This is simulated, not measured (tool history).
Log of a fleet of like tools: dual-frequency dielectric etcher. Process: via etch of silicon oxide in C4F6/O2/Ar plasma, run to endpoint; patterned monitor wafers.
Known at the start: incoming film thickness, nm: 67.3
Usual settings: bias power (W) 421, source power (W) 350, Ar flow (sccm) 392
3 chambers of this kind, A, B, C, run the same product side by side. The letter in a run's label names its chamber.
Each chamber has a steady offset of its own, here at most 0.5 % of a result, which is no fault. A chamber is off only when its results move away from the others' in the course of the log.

| run | hour | bias power (W) | source power (W) | Ar flow (sccm) | endpoint time (s) |
|---|---|---|---|---|---|
| 1B | 7.8 | 421 | 350 | 392 | 17.125 |
| 2C | 14.9 | 421 | 350 | 392 | 17.206 |
| 3A | 25.1 | 421 | 350 | 392 | 17.106 |
| 4A | 30.9 | 421 | 350 | 392 | 17.032 |
| 5B | 42.7 | 421 | 350 | 392 | 17.088 |
| 6C | 51.2 | 421 | 350 | 392 | 17.087 |
| 7A | 58.7 | 421 | 350 | 392 | 17.071 |
| 8B | 69.5 | 421 | 350 | 392 | 17.230 |
| 9C | 80.5 | 384 | 410 | 392 | 16.761 |
| 10A | 90.3 | 384 | 410 | 392 | 16.600 |
| 11B | 99.4 | 384 | 410 | 392 | 16.893 |
| 12C | 104.9 | 421 | 350 | 392 | 17.157 |
| 13B | 112.4 | 421 | 350 | 392 | 17.364 |
| 14C | 117.9 | 421 | 350 | 392 | 17.048 |
| 15A | 125.1 | 376 | 270 | 392 | 19.657 |
| 16B | 136.6 | 376 | 270 | 392 | 19.936 |
| 17C | 142.2 | 376 | 270 | 392 | 19.713 |
| 18A | 148.9 | 421 | 350 | 392 | 16.991 |
| 19C | 158.7 | 421 | 350 | 392 | 17.257 |
| 20A | 168.6 | 421 | 350 | 392 | 16.983 |
| 21B | 180.1 | 421 | 350 | 392 | 17.600 |
| 22B | 186.8 | 421 | 350 | 392 | 17.406 |
| 23A | 195.7 | 347 | 260 | 392 | 20.546 |
| 24C | 203.3 | 347 | 260 | 392 | 20.419 |
| 25A | 210.4 | 347 | 260 | 392 | 20.372 |
| 26B | 216.0 | 421 | 350 | 392 | 17.713 |
| 27C | 222.2 | 421 | 350 | 392 | 17.051 |
| 28B | 234.1 | 421 | 350 | 392 | 17.749 |
| 29A | 243.0 | 421 | 350 | 392 | 16.932 |
|  | 250.7 | chamber C: wet clean of the chamber |
| 30C | 251.5 | 421 | 350 | 392 | 17.213 |
| 31C | 257.2 | 421 | 350 | 456 | 17.424 |
| 32B | 263.1 | 421 | 350 | 456 | 18.033 |
| 33A | 272.9 | 421 | 350 | 456 | 17.245 |
| 34C | 278.3 | 421 | 350 | 392 | 17.174 |
| 35B | 284.9 | 421 | 350 | 392 | 17.677 |
| 36A | 295.8 | 421 | 350 | 392 | 16.966 |
| 37B | 303.8 | 421 | 380 | 336 | 17.082 |
| 38A | 314.5 | 421 | 380 | 336 | 16.281 |
| 39C | 321.4 | 421 | 380 | 336 | 16.336 |
| 40B | 328.9 | 478 | 350 | 392 | 17.088 |

Is one chamber off against the others, does the gauge drift, or is nothing wrong? If a chamber is off, say which, and what the likeliest cause is.

Chamber B drifts away from the others.
Cause: etch rate under this chamber's usual, % = 4.18.

Here are 4 candidates for chamber B's next run, each the usual settings with a change, their results left as question marks. Which one brings its results back in line with what the others give on the usual settings?
In line means no further than this from the other chambers' mean on the usual settings: endpoint time (s) 0.270
| 41B-1 | 337.5 | 371 | 310 | 406 | ? |
| 41B-2 | 337.5 | 473 | 350 | 392 | ? |
| 41B-3 | 337.5 | 475 | 400 | 392 | ? |
| 41B-4 | 337.5 | 421 | 310 | 392 | ? |

The other chambers' mean on the usual settings: endpoint time (s) 17.088
| run | endpoint time (s) |
|---|---|
| 41B-1 | 19.659 |
| 41B-2 | 17.107 |
| 41B-3 | 16.255 |
| 41B-4 | 18.691 |
41B-2 brings the chamber back in line.
